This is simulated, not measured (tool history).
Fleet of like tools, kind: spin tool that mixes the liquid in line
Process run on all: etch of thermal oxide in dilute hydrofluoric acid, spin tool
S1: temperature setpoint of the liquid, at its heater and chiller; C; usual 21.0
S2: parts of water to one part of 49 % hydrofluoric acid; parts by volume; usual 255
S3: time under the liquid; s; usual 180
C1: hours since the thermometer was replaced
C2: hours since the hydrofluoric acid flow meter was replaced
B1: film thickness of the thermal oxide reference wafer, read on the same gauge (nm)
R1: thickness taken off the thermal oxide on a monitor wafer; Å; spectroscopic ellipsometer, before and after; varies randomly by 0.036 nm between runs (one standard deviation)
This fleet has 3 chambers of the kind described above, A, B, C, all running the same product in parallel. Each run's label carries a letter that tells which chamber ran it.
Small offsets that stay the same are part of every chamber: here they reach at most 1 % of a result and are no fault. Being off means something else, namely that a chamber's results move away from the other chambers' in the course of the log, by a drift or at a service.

run 1C hour=6.4 | S1=21.0 S2=255 S3=180 | C1=198.9 C2=8.7 | B1=89.977 | R1=24.865
run 2A hour=12.6 | S1=21.0 S2=255 S3=180 | C1=34.1 C2=117.1 | B1=89.995 | R1=24.775
run 3B hour=18.4 | S1=21.0 S2=255 S3=180 | C1=269.3 C2=293.2 | B1=89.977 | R1=24.476
run 4A hour=24.1 | S1=21.0 S2=255 S3=180 | C1=45.6 C2=128.6 | B1=89.995 | R1=24.920
run 5B hour=29.8 | S1=21.0 S2=255 S3=180 | C1=280.7 C2=304.6 | B1=90.000 | R1=25.096
run 6C hour=35.1 | S1=21.0 S2=255 S3=180 | C1=227.6 C2=37.4 | B1=90.003 | R1=24.960
run 7B hour=39.5 | S1=23.5 S2=165 S3=180 | C1=290.4 C2=314.3 | B1=89.990 | R1=46.058
run 8A hour=42.6 | S1=23.5 S2=165 S3=180 | C1=64.1 C2=147.1 | B1=90.020 | R1=45.796
run 9C hour=46.5 | S1=23.5 S2=165 S3=180 | C1=239.0 C2=48.8 | B1=89.984 | R1=45.702
run 10A hour=50.2 | S1=21.0 S2=255 S3=180 | C1=71.7 C2=154.7 | B1=89.995 | R1=25.101
run 11B hour=56.0 | S1=21.0 S2=145 S3=275 | C1=306.9 C2=330.8 | B1=89.975 | R1=73.020
run 12C hour=59.1 | S1=21.0 S2=145 S3=275 | C1=251.6 C2=61.4 | B1=90.003 | R1=73.224
run 13B hour=65.1 | S1=21.0 S2=145 S3=275 | C1=316.0 C2=339.9 | B1=89.992 | R1=74.816
run 14C hour=70.4 | S1=21.0 S2=255 S3=180 | C1=262.9 C2=72.7 | B1=90.027 | R1=24.661
run 15A hour=75.2 | S1=21.0 S2=255 S3=180 | C1=96.7 C2=179.7 | B1=89.996 | R1=24.895
run 16B hour=78.6 | S1=21.0 S2=255 S3=180 | C1=329.5 C2=353.4 | B1=90.003 | R1=24.386
run 17C hour=84.2 | S1=21.0 S2=255 S3=180 | C1=276.7 C2=86.5 | B1=89.998 | R1=24.424
run 18A hour=90.9 | S1=21.0 S2=255 S3=180 | C1=112.4 C2=195.4 | B1=89.976 | R1=23.983
run 19C hour=95.0 | S1=21.0 S2=255 S3=180 | C1=287.5 C2=97.3 | B1=90.006 | R1=25.189
run 20A hour=98.6 | S1=21.0 S2=255 S3=180 | C1=120.1 C2=203.1 | B1=89.970 | R1=24.261
run 21B hour=102.0 | S1=21.0 S2=255 S3=180 | C1=352.9 C2=376.8 | B1=89.985 | R1=24.385
run 22B hour=106.6 | S1=21.0 S2=190 S3=180 | C1=357.5 C2=381.4 | B1=90.001 | R1=35.190
run 23A hour=111.1 | S1=21.0 S2=190 S3=180 | C1=132.6 C2=215.6 | B1=89.999 | R1=33.362
run 24C hour=115.4 | S1=21.0 S2=190 S3=180 | C1=307.9 C2=117.7 | B1=90.026 | R1=34.889
run 25A hour=118.3 | S1=21.0 S2=255 S3=180 | C1=139.8 C2=222.8 | B1=89.999 | R1=23.397
run 26C hour=125.0 | S1=21.0 S2=255 S3=180 | C1=317.5 C2=127.3 | B1=89.998 | R1=24.743
run 27B hour=131.1 | S1=21.0 S2=255 S3=180 | C1=382.0 C2=405.9 | B1=89.996 | R1=24.523
run 28C hour=137.1 | S1=21.0 S2=255 S3=180 | C1=329.6 C2=139.4 | B1=89.980 | R1=23.969
run 29B hour=143.0 | S1=21.0 S2=255 S3=180 | C1=393.9 C2=417.8 | B1=89.997 | R1=24.526
run 30A hour=149.6 | S1=21.0 S2=255 S3=180 | C1=171.1 C2=254.1 | B1=89.975 | R1=23.207
run 31B hour=156.3 | S1=21.0 S2=255 S3=180 | C1=407.2 C2=431.1 | B1=90.022 | R1=24.790
run 32A hour=160.7 | S1=21.0 S2=255 S3=180 | C1=182.2 C2=265.2 | B1=89.985 | R1=22.221

For the next run the whole fleet of 3 chambers uses the same settings. Give each chamber's results:
run 33A hour=165.5 | S1=21.0 S2=255 S3=180 | R1=?
run 33B hour=165.5 | S1=21.0 S2=255 S3=180 | R1=?
run 33C hour=165.5 | S1=21.0 S2=255 S3=180 | R1=?

run=33A R1=22.319
run=33B R1=24.229
run=33C R1=24.584

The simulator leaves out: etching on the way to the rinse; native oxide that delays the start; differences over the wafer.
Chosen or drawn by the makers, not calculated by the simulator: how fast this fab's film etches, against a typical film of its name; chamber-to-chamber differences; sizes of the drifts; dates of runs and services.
